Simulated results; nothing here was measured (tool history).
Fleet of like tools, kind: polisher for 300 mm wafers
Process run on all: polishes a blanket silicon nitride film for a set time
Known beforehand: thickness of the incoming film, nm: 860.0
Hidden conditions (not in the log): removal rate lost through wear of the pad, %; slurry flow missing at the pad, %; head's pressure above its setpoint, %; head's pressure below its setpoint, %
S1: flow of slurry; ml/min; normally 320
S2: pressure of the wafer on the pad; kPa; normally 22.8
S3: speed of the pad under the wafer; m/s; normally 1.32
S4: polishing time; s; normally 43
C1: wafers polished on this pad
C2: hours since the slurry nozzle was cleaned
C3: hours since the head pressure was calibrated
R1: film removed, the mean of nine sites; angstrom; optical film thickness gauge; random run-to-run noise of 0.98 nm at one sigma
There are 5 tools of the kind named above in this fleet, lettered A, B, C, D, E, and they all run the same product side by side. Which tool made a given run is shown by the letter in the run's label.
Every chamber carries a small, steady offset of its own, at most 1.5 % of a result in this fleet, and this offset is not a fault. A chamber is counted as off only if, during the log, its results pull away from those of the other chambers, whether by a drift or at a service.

Run 1C, hour 7.5: usual settings; C1 615; C2 39.6; C3 510.1. Result: R1 863.90 angstrom.
Run 2E, hour 12.4: usual settings; C1 614; C2 199.5; C3 24.2. Result: R1 883.59 angstrom.
Run 3B, hour 21.6: usual settings; C1 1239; C2 248.4; C3 117.4. Result: R1 887.73 angstrom.
Run 4D, hour 25.9: usual settings; C1 818; C2 80.2; C3 342.5. Result: R1 868.37 angstrom.
At hour 27.9: chamber B: worn pad replaced by a new one.
Run 5A, hour 31.4: usual settings; C1 742; C2 323.7; C3 436.5. Result: R1 880.75 angstrom.
At hour 35.5: chamber C: worn pad replaced by a new one.
Run 6D, hour 37.1: usual settings; C1 1014; C2 91.4; C3 353.7. Result: R1 886.95 angstrom.
At hour 38.2: chamber E: worn pad replaced by a new one.
Run 7A, hour 42.2: usual settings; C1 931; C2 334.5; C3 447.3. Result: R1 889.21 angstrom.
At hour 47.3: chamber D: worn pad replaced by a new one.
At hour 47.8: chamber A: worn pad replaced by a new one.
Run 8E, hour 50.3: usual settings; C1 212; C2 237.4; C3 62.1. Result: R1 859.47 angstrom.
Run 9B, hour 57.3: usual settings but S2 26.2 kPa; C1 514; C2 284.1; C3 153.1. Result: R1 1013.90 angstrom.
Run 10C, hour 62.4: usual settings but S2 26.2 kPa; C1 470; C2 94.5; C3 565.0. Result: R1 1011.50 angstrom.
Run 11E, hour 70.4: usual settings but S2 26.2 kPa; C1 564; C2 257.5; C3 82.2. Result: R1 1014.20 angstrom.
Run 12D, hour 74.8: usual settings but S2 26.2 kPa; C1 481; C2 129.1; C3 391.4. Result: R1 1020.90 angstrom.
Run 13B, hour 82.7: usual settings but S2 26.2 kPa; C1 958; C2 309.5; C3 178.5. Result: R1 1017.10 angstrom.
Run 14C, hour 91.8: usual settings; C1 984; C2 123.9; C3 594.4. Result: R1 857.50 angstrom.
Run 15A, hour 99.1: usual settings; C1 897; C2 391.4; C3 504.2. Result: R1 900.74 angstrom.
At hour 99.9: chamber C: worn pad replaced by a new one.
At hour 104.4: chamber A: worn pad replaced by a new one.
At hour 105.0: chamber D: worn pad replaced by a new one.
Run 16E, hour 106.0: usual settings; C1 1186; C2 293.1; C3 117.8. Result: R1 886.63 angstrom.
At hour 107.9: chamber B: worn pad replaced by a new one.
At hour 107.9: chamber E: worn pad replaced by a new one.
Run 17C, hour 111.9: usual settings; C1 211; C2 144.0; C3 614.5. Result: R1 871.46 angstrom.
Run 18D, hour 118.5: usual settings; C1 237; C2 172.8; C3 435.1. Result: R1 883.50 angstrom.
At hour 127.9: chamber E: slurry nozzle cleaned.
Run 19A, hour 128.2: usual settings; C1 416; C2 420.5; C3 533.3. Result: R1 878.94 angstrom.
Run 20B, hour 135.4: usual settings; C1 480; C2 362.2; C3 231.2. Result: R1 869.24 angstrom.
Run 21D, hour 145.1: usual settings; C1 702; C2 199.4; C3 461.7. Result: R1 863.46 angstrom.
Run 22C, hour 153.4: usual settings; C1 936; C2 185.5; C3 656.0. Result: R1 866.76 angstrom.
Run 23E, hour 161.7: usual settings but S2 29.0 kPa; C1 941; C2 33.8; C3 173.5. Result: R1 1131.70 angstrom.
At hour 162.9: chamber C: worn pad replaced by a new one.
At hour 167.7: chamber A: worn pad replaced by a new one.
Run 24A, hour 168.3: usual settings but S2 29.0 kPa; C1 10; C2 460.6; C3 573.4. Result: R1 1150.60 angstrom.
At hour 172.5: chamber D: worn pad replaced by a new one.
Run 25B, hour 173.5: usual settings but S2 29.0 kPa; C1 1146; C2 400.3; C3 269.3. Result: R1 1108.70 angstrom.
At hour 174.1: chamber E: worn pad replaced by a new one.
Run 26C, hour 179.4: usual settings but S2 29.0 kPa; C1 288; C2 211.5; C3 682.0. Result: R1 1101.50 angstrom.
At hour 182.1: chamber B: worn pad replaced by a new one.
Run 27B, hour 187.5: usual settings but S2 29.0 kPa; C1 94; C2 414.3; C3 283.3. Result: R1 1112.40 angstrom.
Run 28A, hour 191.8: usual settings; C1 421; C2 484.1; C3 596.9. Result: R1 897.88 angstrom.
Run 29E, hour 199.9: usual settings but S2 18.6 kPa, S3 1.74 m/s; C1 451; C2 72.0; C3 211.7. Result: R1 896.49 angstrom.
Run 30D, hour 205.9: usual settings but S2 18.6 kPa, S3 1.74 m/s; C1 585; C2 260.2; C3 522.5. Result: R1 833.76 angstrom.
Run 31C, hour 210.3: usual settings but S2 18.6 kPa, S3 1.74 m/s; C1 828; C2 242.4; C3 712.9. Result: R1 905.22 angstrom.
Run 32D, hour 217.3: usual settings but S2 18.6 kPa, S3 1.74 m/s; C1 784; C2 271.6; C3 533.9. Result: R1 826.17 angstrom.
At hour 222.1: chamber C: worn pad replaced by a new one.
Run 33E, hour 224.2: usual settings but S2 18.6 kPa, S3 1.74 m/s; C1 876; C2 96.3; C3 236.0. Result: R1 931.84 angstrom.
Run 34B, hour 230.0: usual settings; C1 837; C2 456.8; C3 325.8. Result: R1 886.33 angstrom.
At hour 236.4: chamber A: worn pad replaced by a new one.
Run 35A, hour 239.1: usual settings; C1 48; C2 531.4; C3 644.2. Result: R1 887.35 angstrom.
At hour 239.4: chamber E: worn pad replaced by a new one.
At hour 243.1: chamber D: worn pad replaced by a new one.
Run 36D, hour 243.8: usual settings; C1 13; C2 298.1; C3 560.4. Result: R1 827.08 angstrom.
Run 37E, hour 250.7: usual settings; C1 197; C2 122.8; C3 262.5. Result: R1 875.32 angstrom.
At hour 251.2: chamber A: slurry nozzle cleaned.
Run 38B, hour 259.5: usual settings; C1 1353; C2 486.3; C3 355.3. Result: R1 879.48 angstrom.
Run 39C, hour 267.4: usual settings; C1 793; C2 299.5; C3 770.0. Result: R1 854.81 angstrom.
At hour 269.7: chamber B: worn pad replaced by a new one.
Run 40A, hour 276.8: usual settings but S2 28.3 kPa, S3 0.96 m/s; C1 707; C2 25.7; C3 681.9. Result: R1 859.96 angstrom.
Run 41B, hour 281.5: usual settings but S2 28.3 kPa, S3 0.96 m/s; C1 207; C2 508.3; C3 377.3. Result: R1 852.64 angstrom.
At hour 281.9: chamber C: worn pad replaced by a new one.
Run 42C, hour 287.3: usual settings but S2 28.3 kPa, S3 0.96 m/s; C1 95; C2 319.4; C3 789.9. Result: R1 842.21 angstrom.
Run 43E, hour 295.5: usual settings but S2 28.3 kPa, S3 0.96 m/s; C1 980; C2 167.6; C3 307.3. Result: R1 860.36 angstrom.
Run 44D, hour 301.1: usual settings but S2 28.3 kPa, S3 0.96 m/s; C1 1015; C2 355.4; C3 617.7. Result: R1 749.89 angstrom.

What goes on in this fleet: one chamber off, a drifting gauge, or nothing beyond the chambers' own small offsets? Name the chamber and the cause, if any.

Chamber D drifts away from the others.
Most likely cause: head's pressure below its setpoint, % = 12.2.

Below are 4 candidate recipes for chamber D's next run, each the usual settings with a change, their results shown as question marks. Which of them brings D's results back in line with what the other chambers give on the usual settings?
Maximum distance from the other chambers' mean on the usual settings for a result to count as in line: R1 34.00 angstrom
Run 45D-1, hour 308.1: usual settings but S2 24.8 kPa, S3 1.40 m/s, S4 46 s. Result: R1 ?.
Run 45D-2, hour 308.1: usual settings but S2 21.4 kPa, S3 1.26 m/s, S4 41 s. Result: R1 ?.
Run 45D-3, hour 308.1: usual settings but S2 20.7 kPa, S3 1.24 m/s, S4 40 s. Result: R1 ?.
Run 45D-4, hour 308.1: usual settings but S2 24.1 kPa, S3 1.38 m/s, S4 45 s. Result: R1 ?.

The mean the other chambers reach with the usual settings: R1 881.29 angstrom
  run      R1
45D-1  943.21
45D-2  665.14
45D-3  619.89
45D-4  886.71
The answer is 45D-4, which returns the chamber to within the allowed miss of the others.
